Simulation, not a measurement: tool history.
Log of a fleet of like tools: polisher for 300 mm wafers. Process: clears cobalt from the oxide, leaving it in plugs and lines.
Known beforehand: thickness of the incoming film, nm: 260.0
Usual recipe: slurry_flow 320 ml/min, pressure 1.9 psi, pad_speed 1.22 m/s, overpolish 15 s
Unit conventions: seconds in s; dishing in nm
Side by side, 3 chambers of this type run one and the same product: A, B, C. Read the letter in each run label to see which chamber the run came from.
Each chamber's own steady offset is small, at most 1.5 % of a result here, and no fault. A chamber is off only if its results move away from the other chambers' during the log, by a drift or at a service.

-- hour=4.3 chamber B: worn pad replaced by a new one
run 1B hour=5.6 | slurry_flow=320 pressure=1.9 pad_speed=1.22 overpolish=15 | seconds=49.955 dishing=46.137
run 2C hour=10.0 | slurry_flow=320 pressure=1.9 pad_speed=1.22 overpolish=15 | seconds=49.802 dishing=46.456
run 3A hour=13.2 | slurry_flow=320 pressure=1.9 pad_speed=1.22 overpolish=15 | seconds=51.990 dishing=45.735
run 4B hour=17.0 | slurry_flow=320 pressure=1.9 pad_speed=1.22 overpolish=15 | seconds=49.965 dishing=47.297
run 5C hour=20.7 | slurry_flow=320 pressure=1.9 pad_speed=1.22 overpolish=15 | seconds=49.335 dishing=45.534
run 6A hour=27.0 | slurry_flow=320 pressure=1.9 pad_speed=1.22 overpolish=15 | seconds=50.787 dishing=46.914
-- hour=31.3 chamber C: worn pad replaced by a new one
run 7A hour=32.4 | slurry_flow=320 pressure=1.9 pad_speed=1.22 overpolish=15 | seconds=50.917 dishing=46.330
run 8C hour=38.0 | slurry_flow=320 pressure=1.9 pad_speed=1.22 overpolish=15 | seconds=50.136 dishing=46.277
run 9B hour=43.9 | slurry_flow=320 pressure=1.9 pad_speed=1.22 overpolish=15 | seconds=48.905 dishing=46.341
run 10A hour=47.3 | slurry_flow=320 pressure=1.9 pad_speed=1.22 overpolish=15 | seconds=52.122 dishing=45.679
run 11B hour=52.9 | slurry_flow=320 pressure=1.9 pad_speed=1.22 overpolish=15 | seconds=49.706 dishing=45.707
run 12C hour=57.5 | slurry_flow=320 pressure=1.9 pad_speed=1.22 overpolish=15 | seconds=50.806 dishing=46.342
run 13C hour=62.7 | slurry_flow=320 pressure=1.9 pad_speed=1.22 overpolish=15 | seconds=50.183 dishing=45.837
run 14B hour=67.5 | slurry_flow=320 pressure=1.9 pad_speed=1.22 overpolish=15 | seconds=49.105 dishing=46.439
run 15A hour=71.4 | slurry_flow=320 pressure=1.9 pad_speed=1.22 overpolish=15 | seconds=51.195 dishing=46.194
run 16A hour=76.2 | slurry_flow=320 pressure=1.6 pad_speed=0.82 overpolish=15 | seconds=92.938 dishing=31.150
-- hour=82.0 chamber B: worn pad replaced by a new one
run 17B hour=82.6 | slurry_flow=320 pressure=1.6 pad_speed=0.82 overpolish=15 | seconds=87.337 dishing=32.431
run 18C hour=86.3 | slurry_flow=320 pressure=1.6 pad_speed=0.82 overpolish=15 | seconds=90.608 dishing=32.381
run 19A hour=92.5 | slurry_flow=320 pressure=1.9 pad_speed=1.22 overpolish=15 | seconds=53.157 dishing=45.929
-- hour=93.0 chamber C: head pressure recalibrated
run 20C hour=95.7 | slurry_flow=245 pressure=1.9 pad_speed=1.22 overpolish=7 | seconds=52.423 dishing=27.472
-- hour=101.8 chamber C: worn pad replaced by a new one
run 21B hour=102.4 | slurry_flow=245 pressure=1.9 pad_speed=1.22 overpolish=7 | seconds=51.714 dishing=27.273
run 22A hour=109.4 | slurry_flow=245 pressure=1.9 pad_speed=1.22 overpolish=7 | seconds=55.382 dishing=25.596
run 23B hour=114.9 | slurry_flow=320 pressure=1.9 pad_speed=1.22 overpolish=15 | seconds=50.026 dishing=45.887
-- hour=119.1 chamber A: slurry nozzle cleaned
run 24C hour=121.9 | slurry_flow=320 pressure=1.9 pad_speed=1.22 overpolish=15 | seconds=50.509 dishing=46.110
run 25A hour=128.6 | slurry_flow=320 pressure=1.9 pad_speed=1.22 overpolish=15 | seconds=53.728 dishing=44.280
run 26B hour=131.8 | slurry_flow=250 pressure=1.9 pad_speed=1.22 overpolish=15 | seconds=51.093 dishing=45.929
run 27C hour=136.2 | slurry_flow=250 pressure=1.9 pad_speed=1.22 overpolish=15 | seconds=52.365 dishing=44.783
run 28C hour=139.6 | slurry_flow=250 pressure=1.9 pad_speed=1.22 overpolish=15 | seconds=52.434 dishing=45.434
run 29B hour=145.3 | slurry_flow=320 pressure=1.9 pad_speed=1.22 overpolish=15 | seconds=50.657 dishing=46.434
run 30A hour=152.6 | slurry_flow=320 pressure=1.9 pad_speed=1.22 overpolish=15 | seconds=53.527 dishing=44.555
run 31B hour=155.7 | slurry_flow=320 pressure=1.9 pad_speed=1.22 overpolish=15 | seconds=49.596 dishing=45.740
run 32A hour=159.0 | slurry_flow=320 pressure=1.9 pad_speed=1.22 overpolish=15 | seconds=53.955 dishing=43.680
run 33C hour=162.1 | slurry_flow=320 pressure=1.9 pad_speed=1.22 overpolish=15 | seconds=49.811 dishing=46.116
-- hour=164.8 chamber B: slurry nozzle cleaned
-- hour=167.1 chamber B: worn pad replaced by a new one
run 34B hour=168.2 | slurry_flow=320 pressure=1.9 pad_speed=1.22 overpolish=15 | seconds=50.923 dishing=46.084
run 35A hour=175.5 | slurry_flow=320 pressure=1.9 pad_speed=1.22 overpolish=15 | seconds=54.612 dishing=44.253
run 36C hour=178.9 | slurry_flow=320 pressure=1.9 pad_speed=1.22 overpolish=15 | seconds=51.188 dishing=45.984
run 37A hour=185.2 | slurry_flow=320 pressure=1.9 pad_speed=1.22 overpolish=15 | seconds=54.363 dishing=45.530
run 38B hour=189.8 | slurry_flow=320 pressure=1.9 pad_speed=1.22 overpolish=15 | seconds=50.026 dishing=46.514
run 39C hour=195.1 | slurry_flow=320 pressure=1.9 pad_speed=1.22 overpolish=15 | seconds=50.935 dishing=45.203
-- hour=196.0 chamber C: worn pad replaced by a new one
run 40C hour=200.6 | slurry_flow=320 pressure=1.9 pad_speed=1.22 overpolish=15 | seconds=49.701 dishing=45.817
run 41A hour=207.8 | slurry_flow=320 pressure=1.9 pad_speed=1.22 overpolish=15 | seconds=55.269 dishing=44.552
run 42B hour=213.7 | slurry_flow=320 pressure=1.9 pad_speed=1.22 overpolish=15 | seconds=50.573 dishing=46.664

Predict what each chamber gives when all 3 of them run the settings below next.
run 43A hour=219.0 | slurry_flow=320 pressure=1.9 pad_speed=1.22 overpolish=15 | seconds=? dishing=?
run 43B hour=219.0 | slurry_flow=320 pressure=1.9 pad_speed=1.22 overpolish=15 | seconds=? dishing=?
run 43C hour=219.0 | slurry_flow=320 pressure=1.9 pad_speed=1.22 overpolish=15 | seconds=? dishing=?

run=43A seconds=55.194 dishing=43.762
run=43B seconds=50.169 dishing=46.681
run=43C seconds=50.705 dishing=45.818

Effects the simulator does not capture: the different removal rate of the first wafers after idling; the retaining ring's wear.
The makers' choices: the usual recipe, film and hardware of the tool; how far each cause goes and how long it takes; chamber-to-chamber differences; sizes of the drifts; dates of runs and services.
